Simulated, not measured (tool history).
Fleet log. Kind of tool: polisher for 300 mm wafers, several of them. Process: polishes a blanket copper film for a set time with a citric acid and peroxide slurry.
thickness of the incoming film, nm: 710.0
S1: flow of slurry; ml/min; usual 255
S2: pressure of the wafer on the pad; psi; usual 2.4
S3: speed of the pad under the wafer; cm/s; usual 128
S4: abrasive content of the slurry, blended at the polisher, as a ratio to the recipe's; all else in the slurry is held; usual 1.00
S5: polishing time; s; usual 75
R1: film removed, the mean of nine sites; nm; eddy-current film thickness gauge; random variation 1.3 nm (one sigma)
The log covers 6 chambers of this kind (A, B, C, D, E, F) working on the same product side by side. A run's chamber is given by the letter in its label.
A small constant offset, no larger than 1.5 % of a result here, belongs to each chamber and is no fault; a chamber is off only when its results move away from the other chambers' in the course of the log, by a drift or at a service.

{"hour": 2.3, "done": "chamber C: head pressure recalibrated"}
{"run": "1F", "hour": 7.3, "S1": 255, "S2": 2.4, "S3": 128, "S4": 1.0, "S5": 75, "R1": 149.18}
{"hour": 7.9, "done": "chamber C: slurry blender recalibrated"}
{"hour": 10.6, "done": "chamber C: worn pad replaced by a new one"}
{"run": "2C", "hour": 15.1, "S1": 255, "S2": 2.4, "S3": 128, "S4": 1.0, "S5": 75, "R1": 150.71}
{"hour": 16.3, "done": "chamber D: slurry blender recalibrated"}
{"run": "3A", "hour": 23.4, "S1": 255, "S2": 2.4, "S3": 128, "S4": 1.0, "S5": 75, "R1": 147.89}
{"run": "4B", "hour": 31.0, "S1": 255, "S2": 2.4, "S3": 128, "S4": 1.0, "S5": 75, "R1": 147.7}
{"hour": 32.7, "done": "chamber E: head pressure recalibrated"}
{"hour": 33.5, "done": "chamber A: worn pad replaced by a new one"}
{"run": "5E", "hour": 35.5, "S1": 255, "S2": 2.4, "S3": 128, "S4": 1.0, "S5": 75, "R1": 150.39}
{"run": "6D", "hour": 39.6, "S1": 255, "S2": 2.4, "S3": 128, "S4": 1.0, "S5": 75, "R1": 148.99}
{"hour": 43.7, "done": "chamber F: worn pad replaced by a new one"}
{"run": "7D", "hour": 44.8, "S1": 255, "S2": 2.4, "S3": 170, "S4": 0.75, "S5": 75, "R1": 184.9}
{"run": "8B", "hour": 51.3, "S1": 255, "S2": 2.4, "S3": 170, "S4": 0.75, "S5": 75, "R1": 183.05}
{"run": "9F", "hour": 58.0, "S1": 255, "S2": 2.4, "S3": 170, "S4": 0.75, "S5": 75, "R1": 185.55}
{"run": "10C", "hour": 64.0, "S1": 255, "S2": 2.4, "S3": 170, "S4": 0.75, "S5": 75, "R1": 184.65}
{"hour": 66.8, "done": "chamber B: head pressure recalibrated"}
{"hour": 69.7, "done": "chamber D: worn pad replaced by a new one"}
{"run": "11A", "hour": 70.7, "S1": 255, "S2": 2.4, "S3": 170, "S4": 0.75, "S5": 75, "R1": 187.14}
{"hour": 77.0, "done": "chamber F: slurry blender recalibrated"}
{"run": "12E", "hour": 78.3, "S1": 255, "S2": 2.4, "S3": 170, "S4": 0.75, "S5": 75, "R1": 182.5}
{"run": "13A", "hour": 84.1, "S1": 255, "S2": 2.4, "S3": 128, "S4": 1.0, "S5": 75, "R1": 149.56}
{"run": "14F", "hour": 89.6, "S1": 255, "S2": 2.4, "S3": 128, "S4": 1.0, "S5": 75, "R1": 148.45}
{"run": "15C", "hour": 94.9, "S1": 255, "S2": 2.4, "S3": 128, "S4": 1.0, "S5": 75, "R1": 148.97}
{"run": "16D", "hour": 100.6, "S1": 255, "S2": 2.4, "S3": 128, "S4": 1.0, "S5": 75, "R1": 147.52}
{"hour": 107.2, "done": "chamber A: head pressure recalibrated"}
{"run": "17B", "hour": 107.4, "S1": 255, "S2": 2.4, "S3": 128, "S4": 1.0, "S5": 75, "R1": 144.2}
{"run": "18E", "hour": 114.3, "S1": 255, "S2": 2.4, "S3": 128, "S4": 0.8, "S5": 75, "R1": 142.98}
{"hour": 115.0, "done": "chamber E: worn pad replaced by a new one"}
{"hour": 115.2, "done": "chamber E: slurry blender recalibrated"}
{"hour": 120.3, "done": "chamber D: slurry blender recalibrated"}
{"hour": 120.4, "done": "chamber C: worn pad replaced by a new one"}
{"run": "19D", "hour": 120.5, "S1": 255, "S2": 2.4, "S3": 128, "S4": 0.8, "S5": 75, "R1": 142.22}
{"run": "20F", "hour": 127.1, "S1": 255, "S2": 2.4, "S3": 128, "S4": 0.8, "S5": 75, "R1": 139.03}
{"run": "21A", "hour": 133.3, "S1": 255, "S2": 2.4, "S3": 128, "S4": 0.8, "S5": 75, "R1": 140.59}
{"run": "22C", "hour": 138.3, "S1": 255, "S2": 2.4, "S3": 128, "S4": 0.8, "S5": 75, "R1": 142.42}
{"run": "23E", "hour": 146.6, "S1": 255, "S2": 2.4, "S3": 128, "S4": 0.8, "S5": 75, "R1": 142.0}
{"hour": 148.9, "done": "chamber A: worn pad replaced by a new one"}
{"run": "24B", "hour": 154.9, "S1": 255, "S2": 2.4, "S3": 128, "S4": 1.0, "S5": 75, "R1": 143.65}
{"run": "25D", "hour": 159.0, "S1": 255, "S2": 2.4, "S3": 128, "S4": 1.0, "S5": 75, "R1": 147.97}
{"run": "26F", "hour": 163.5, "S1": 255, "S2": 2.4, "S3": 128, "S4": 1.0, "S5": 75, "R1": 149.16}
{"run": "27A", "hour": 168.2, "S1": 255, "S2": 2.4, "S3": 128, "S4": 1.0, "S5": 75, "R1": 150.47}
{"run": "28E", "hour": 173.4, "S1": 255, "S2": 2.4, "S3": 128, "S4": 1.0, "S5": 75, "R1": 145.94}
{"hour": 176.4, "done": "chamber D: worn pad replaced by a new one"}
{"run": "29C", "hour": 180.3, "S1": 255, "S2": 2.4, "S3": 128, "S4": 1.0, "S5": 75, "R1": 150.67}
{"run": "30B", "hour": 184.3, "S1": 255, "S2": 2.4, "S3": 128, "S4": 1.0, "S5": 75, "R1": 141.24}
{"hour": 187.9, "done": "chamber C: slurry blender recalibrated"}
{"run": "31B", "hour": 192.0, "S1": 255, "S2": 2.4, "S3": 128, "S4": 1.0, "S5": 75, "R1": 141.66}
{"hour": 198.4, "done": "chamber A: slurry blender recalibrated"}
{"run": "32E", "hour": 199.4, "S1": 255, "S2": 2.4, "S3": 128, "S4": 1.0, "S5": 75, "R1": 149.44}
{"hour": 204.5, "done": "chamber F: worn pad replaced by a new one"}
{"run": "33A", "hour": 206.8, "S1": 255, "S2": 2.4, "S3": 128, "S4": 1.0, "S5": 75, "R1": 150.48}
{"run": "34F", "hour": 211.3, "S1": 255, "S2": 2.4, "S3": 128, "S4": 1.0, "S5": 75, "R1": 150.05}
{"run": "35C", "hour": 215.5, "S1": 255, "S2": 2.4, "S3": 128, "S4": 1.0, "S5": 75, "R1": 148.81}
{"run": "36D", "hour": 219.5, "S1": 255, "S2": 1.6, "S3": 128, "S4": 0.7, "S5": 75, "R1": 93.723}
{"hour": 222.4, "done": "chamber D: head pressure recalibrated"}
{"run": "37F", "hour": 223.1, "S1": 255, "S2": 1.6, "S3": 128, "S4": 0.7, "S5": 75, "R1": 93.917}
{"hour": 223.6, "done": "chamber C: slurry nozzle cleaned"}
{"run": "38A", "hour": 227.2, "S1": 255, "S2": 1.6, "S3": 128, "S4": 0.7, "S5": 75, "R1": 93.663}
{"hour": 229.5, "done": "chamber C: worn pad replaced by a new one"}
{"run": "39C", "hour": 234.1, "S1": 255, "S2": 1.6, "S3": 128, "S4": 0.7, "S5": 75, "R1": 92.87}
{"hour": 234.3, "done": "chamber D: slurry blender recalibrated"}
{"hour": 237.1, "done": "chamber D: slurry nozzle cleaned"}
{"run": "40D", "hour": 241.2, "S1": 255, "S2": 1.6, "S3": 128, "S4": 0.7, "S5": 75, "R1": 93.32}
{"run": "41B", "hour": 245.4, "S1": 255, "S2": 1.6, "S3": 128, "S4": 0.7, "S5": 75, "R1": 87.288}
{"run": "42E", "hour": 252.4, "S1": 255, "S2": 2.4, "S3": 128, "S4": 0.9, "S5": 75, "R1": 142.98}
{"run": "43E", "hour": 260.3, "S1": 255, "S2": 2.4, "S3": 128, "S4": 0.9, "S5": 75, "R1": 144.9}

Does one chamber stand apart from the rest, does the shared gauge drift, or is all well apart from small per-chamber offsets? Give the chamber and the most likely cause, where there is one.

One chamber, B, drifts off from the rest bit by bit.
What lies behind it: removal rate lost through wear of the pad, % = 4.91.
From this log alone, it may not be told apart from: slurry flow missing at the pad, %; abrasive missing from the slurry, %.

Chamber B could run next with any of the 4 candidate recipes listed below; each alters the usual settings, and their results appear as question marks. Which one brings its results back in line with what the other chambers deliver on the usual settings?
In-line tolerance around the mean of the other chambers on the usual settings: R1 4.700 nm
{"run": "44B-1", "hour": 266.3, "S1": 255, "S2": 2.4, "S3": 128, "S4": 1.0, "S5": 70, "R1": "?"}
{"run": "44B-2", "hour": 266.3, "S1": 255, "S2": 2.5, "S3": 128, "S4": 1.0, "S5": 77, "R1": "?"}
{"run": "44B-3", "hour": 266.3, "S1": 255, "S2": 2.4, "S3": 112, "S4": 1.0, "S5": 75, "R1": "?"}
{"run": "44B-4", "hour": 266.3, "S1": 255, "S2": 2.4, "S3": 128, "S4": 1.0, "S5": 85, "R1": "?"}

What the other chambers average on the usual settings: R1 148.850 nm
run=44B-1 R1=129.720
run=44B-2 R1=148.460
run=44B-3 R1=122.110
run=44B-4 R1=157.510
44B-2 brings the chamber back in line.
